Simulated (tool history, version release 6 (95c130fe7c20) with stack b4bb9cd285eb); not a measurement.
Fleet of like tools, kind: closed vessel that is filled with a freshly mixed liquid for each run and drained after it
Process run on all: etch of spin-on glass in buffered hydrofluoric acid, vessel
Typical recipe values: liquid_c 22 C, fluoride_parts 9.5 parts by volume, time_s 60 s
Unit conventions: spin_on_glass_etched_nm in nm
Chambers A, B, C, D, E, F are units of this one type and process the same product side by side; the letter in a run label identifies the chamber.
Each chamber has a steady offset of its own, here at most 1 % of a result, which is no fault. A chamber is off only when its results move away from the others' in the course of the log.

| run | hour | liquid_c | fluoride_parts | time_s | read-back film thickness of the spin-on glass reference wafer, read on the same gauge (nm) | spin_on_glass_etched_nm |
|---|---|---|---|---|---|---|
| 1E | 7.4 | 22 | 9.5 | 60 | 99.972 | 163.87 |
| 2A | 13.2 | 22 | 9.5 | 60 | 100.01 | 162.27 |
| 3F | 21.5 | 22 | 9.5 | 60 | 99.988 | 163.02 |
| 4C | 26.6 | 22 | 9.5 | 60 | 100 | 162.44 |
| 5B | 37.3 | 22 | 9.5 | 60 | 99.964 | 161.2 |
| 6D | 44.7 | 22 | 5.5 | 45 | 100.03 | 205.23 |
| 7B | 49.6 | 22 | 5.5 | 45 | 100.01 | 202.45 |
| 8E | 56.3 | 22 | 5.5 | 45 | 100 | 203.42 |
| 9F | 61.3 | 22 | 5.5 | 45 | 100.01 | 201.57 |
| 10A | 66.9 | 22 | 5.5 | 45 | 100 | 206.78 |
| 11C | 75.3 | 22 | 5.5 | 45 | 100.03 | 207.51 |
| 12D | 85.2 | 22 | 9.5 | 60 | 100.01 | 160.26 |
| 13A | 90.4 | 22 | 9.5 | 60 | 99.989 | 162.35 |
| 14C | 101.3 | 22 | 9.5 | 60 | 99.991 | 165.22 |
| 15E | 111.3 | 22 | 9.5 | 60 | 100.01 | 162.69 |
| 16D | 119.2 | 22 | 9.5 | 60 | 100.02 | 163.89 |
| 17F | 125 | 22 | 9.5 | 60 | 100.01 | 161.36 |
| 18B | 131.8 | 22 | 9.5 | 60 | 99.99 | 164.1 |
| 19F | 141.5 | 22 | 9.5 | 60 | 99.972 | 161.48 |
| 20D | 150.3 | 22 | 9.5 | 60 | 99.994 | 160.7 |
| 21C | 157.8 | 22 | 9.5 | 60 | 99.995 | 168.48 |
| 22A | 168.2 | 22 | 9.5 | 60 | 100.03 | 163.78 |
| 23E | 174.5 | 22 | 9.5 | 60 | 99.985 | 163.96 |
| 24B | 181.9 | 22 | 9.5 | 60 | 99.996 | 162.57 |
| 25A | 189.3 | 22 | 9.5 | 60 | 99.992 | 162.87 |
| 26E | 198.8 | 22 | 9.5 | 60 | 99.998 | 164.59 |
| 27F | 204.1 | 22 | 6.5 | 80 | 100.01 | 309.54 |
| 28D | 213.1 | 22 | 6.5 | 80 | 99.977 | 315.01 |
| 29B | 220.1 | 22 | 6.5 | 80 | 100.01 | 309.85 |
| 30C | 229.9 | 22 | 6.5 | 80 | 99.985 | 335.62 |
| 31C | 239.8 | 22 | 6.5 | 80 | 99.996 | 335.2 |
| 32D | 246.3 | 22 | 6.5 | 80 | 99.988 | 314.34 |
| 33A | 252.6 | 22 | 9.5 | 60 | 99.99 | 162.21 |
| 34E | 262.2 | 18 | 6.5 | 60 | 100.01 | 189.92 |
| 35B | 269.2 | 18 | 6.5 | 60 | 100 | 187.5 |
| 36F | 277.8 | 18 | 6.5 | 60 | 100.03 | 186.67 |
| 37B | 288.2 | 18 | 6.5 | 60 | 100.04 | 187.89 |
| 38C | 293.5 | 18 | 6.5 | 60 | 99.978 | 204.24 |

One chamber off, gauge drift, or nothing amiss beyond the chambers' own small offsets? If it is a chamber, which one, and what is the likeliest cause?

Chamber C drifts away from the others.
What lies behind it: hydrofluoric acid flow above the setpoint (%) = 8.64.
The log might look much the same if the cause were instead: liquid hotter than its thermometer reads (K).

Which of the 4 candidates below, each the usual settings with something changed and its results left as question marks, puts chamber C back in line with what the other chambers give on the usual settings?
To be in line, a result may differ from the other chambers' mean on the usual settings by at most: spin_on_glass_etched_nm 3.5 nm
| 39C-1 | 301.7 | 22 | 9.5 | 65 |  | ? |
| 39C-2 | 301.7 | 20 | 9.5 | 60 |  | ? |
| 39C-3 | 301.7 | 24 | 9.5 | 60 |  | ? |
| 39C-4 | 301.7 | 22 | 10.5 | 60 |  | ? |

The other chambers' mean on the usual settings: spin_on_glass_etched_nm 162.65 nm
| run | spin_on_glass_etched_nm |
|---|---|
| 39C-1 | 189.22 |
| 39C-2 | 156.55 |
| 39C-3 | 194.59 |
| 39C-4 | 161.7 |
39C-4 is the one that brings the chamber's results back in line with the other chambers.
